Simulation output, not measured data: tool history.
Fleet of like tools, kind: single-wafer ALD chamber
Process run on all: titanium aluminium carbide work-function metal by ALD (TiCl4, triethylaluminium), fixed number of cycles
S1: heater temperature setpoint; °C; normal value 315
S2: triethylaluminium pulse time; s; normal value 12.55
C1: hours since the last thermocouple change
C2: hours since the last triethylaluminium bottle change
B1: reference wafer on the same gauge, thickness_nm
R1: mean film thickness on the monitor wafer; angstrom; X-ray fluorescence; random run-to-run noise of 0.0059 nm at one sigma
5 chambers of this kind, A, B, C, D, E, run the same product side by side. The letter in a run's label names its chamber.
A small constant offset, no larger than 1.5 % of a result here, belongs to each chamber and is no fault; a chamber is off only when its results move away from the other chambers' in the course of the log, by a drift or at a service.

run 1A day=0.35 | S1=315 S2=12.55 | C1=151 C2=353 | B1=1.7792 | R1=21.707
run 2C day=0.762 | S1=315 S2=12.55 | C1=742.2 C2=826 | B1=1.78 | R1=21.406
run 3B day=1.112 | S1=315 S2=12.55 | C1=1340.4 C2=383.7 | B1=1.7802 | R1=21.752
run 4D day=1.529 | S1=315 S2=12.55 | C1=951.9 C2=316 | B1=1.7805 | R1=21.664
run 5E day=1.983 | S1=315 S2=12.55 | C1=267.7 C2=575.7 | B1=1.7793 | R1=21.674
run 6A day=2.329 | S1=315 S2=12.55 | C1=198.5 C2=400.5 | B1=1.7794 | R1=21.681
run 7B day=2.75 | S1=315 S2=12.55 | C1=1379.7 C2=423 | B1=1.7795 | R1=21.954
run 8C day=3.383 | S1=320 S2=10.63 | C1=805.1 C2=888.9 | B1=1.7805 | R1=21.671
run 9E day=4.025 | S1=320 S2=10.63 | C1=316.7 C2=624.7 | B1=1.7788 | R1=21.798
run 10D day=4.575 | S1=320 S2=10.63 | C1=1025 C2=389.1 | B1=1.7798 | R1=21.706
run 11E day=4.996 | S1=320 S2=10.63 | C1=340 C2=648 | B1=1.7798 | R1=21.959
-- day=5.183 chamber E: triethylaluminium bottle replaced
run 12B day=5.65 | S1=320 S2=10.63 | C1=1449.3 C2=492.6 | B1=1.7812 | R1=21.959
run 13C day=5.942 | S1=315 S2=9.55 | C1=866.5 C2=950.3 | B1=1.7809 | R1=21.002
run 14A day=6.521 | S1=315 S2=9.55 | C1=299.1 C2=501.1 | B1=1.7808 | R1=21.219
run 15D day=7.154 | S1=315 S2=9.55 | C1=1086.9 C2=451 | B1=1.7806 | R1=20.928
run 16C day=7.792 | S1=315 S2=9.55 | C1=910.9 C2=994.7 | B1=1.7799 | R1=20.89
run 17B day=8.317 | S1=315 S2=9.55 | C1=1513.3 C2=556.6 | B1=1.7808 | R1=21.281
run 18E day=8.879 | S1=315 S2=12.55 | C1=433.2 C2=88.7 | B1=1.7791 | R1=21.646
run 19D day=9.175 | S1=315 S2=12.55 | C1=1135.4 C2=499.5 | B1=1.7798 | R1=21.609
run 20A day=9.596 | S1=315 S2=12.55 | C1=372.9 C2=574.9 | B1=1.7792 | R1=21.797
run 21B day=9.962 | S1=315 S2=12.55 | C1=1552.8 C2=596.1 | B1=1.7815 | R1=21.844
run 22C day=10.425 | S1=315 S2=12.55 | C1=974.1 C2=1057.9 | B1=1.7799 | R1=21.487
run 23A day=10.846 | S1=315 S2=12.55 | C1=402.9 C2=604.9 | B1=1.7799 | R1=21.638
run 24D day=11.192 | S1=322 S2=17.25 | C1=1183.8 C2=547.9 | B1=1.7796 | R1=22.577
run 25E day=11.779 | S1=322 S2=17.25 | C1=502.8 C2=158.3 | B1=1.7784 | R1=22.574
run 26C day=12.133 | S1=322 S2=17.25 | C1=1015.1 C2=1098.9 | B1=1.7801 | R1=22.274
run 27D day=12.783 | S1=322 S2=17.25 | C1=1222 C2=586.1 | B1=1.78 | R1=22.412
run 28B day=13.392 | S1=322 S2=17.25 | C1=1635.1 C2=678.4 | B1=1.7794 | R1=22.678
run 29E day=13.954 | S1=315 S2=12.55 | C1=555 C2=210.5 | B1=1.7802 | R1=21.711
run 30A day=14.608 | S1=315 S2=12.55 | C1=493.2 C2=695.2 | B1=1.7805 | R1=21.675
run 31A day=15.104 | S1=315 S2=12.55 | C1=505.1 C2=707.1 | B1=1.7798 | R1=21.671
run 32B day=15.546 | S1=315 S2=12.55 | C1=1686.8 C2=730.1 | B1=1.7795 | R1=21.828
run 33D day=16.038 | S1=304 S2=9.62 | C1=1300.1 C2=664.2 | B1=1.7806 | R1=19.465
run 34C day=16.346 | S1=304 S2=9.62 | C1=1116.2 C2=1200 | B1=1.7798 | R1=19.982
-- day=16.362 chamber C: thermocouple changed; heater temperature recalibrated
run 35E day=16.908 | S1=304 S2=9.62 | C1=625.9 C2=281.4 | B1=1.7788 | R1=20.234
run 36D day=17.533 | S1=304 S2=9.62 | C1=1336 C2=700.1 | B1=1.7801 | R1=19.485
run 37B day=17.967 | S1=304 S2=9.62 | C1=1744.9 C2=788.2 | B1=1.7797 | R1=20.444
run 38A day=18.621 | S1=315 S2=12.55 | C1=589.5 C2=791.5 | B1=1.7805 | R1=21.681
run 39E day=18.921 | S1=315 S2=12.55 | C1=674.2 C2=329.7 | B1=1.7801 | R1=21.589
run 40C day=19.371 | S1=324 S2=9.54 | C1=72.2 C2=1272.6 | B1=1.7806 | R1=21.67

Predict what each chamber gives when all 5 of them run the settings below next.
run 41A day=19.846 | S1=315 S2=12.55 | R1=?
run 41B day=19.846 | S1=315 S2=12.55 | R1=?
run 41C day=19.846 | S1=315 S2=12.55 | R1=?
run 41D day=19.846 | S1=315 S2=12.55 | R1=?
run 41E day=19.846 | S1=315 S2=12.55 | R1=?

run=41A R1=21.716
run=41B R1=21.776
run=41C R1=21.48
run=41D R1=21.037
run=41E R1=21.661

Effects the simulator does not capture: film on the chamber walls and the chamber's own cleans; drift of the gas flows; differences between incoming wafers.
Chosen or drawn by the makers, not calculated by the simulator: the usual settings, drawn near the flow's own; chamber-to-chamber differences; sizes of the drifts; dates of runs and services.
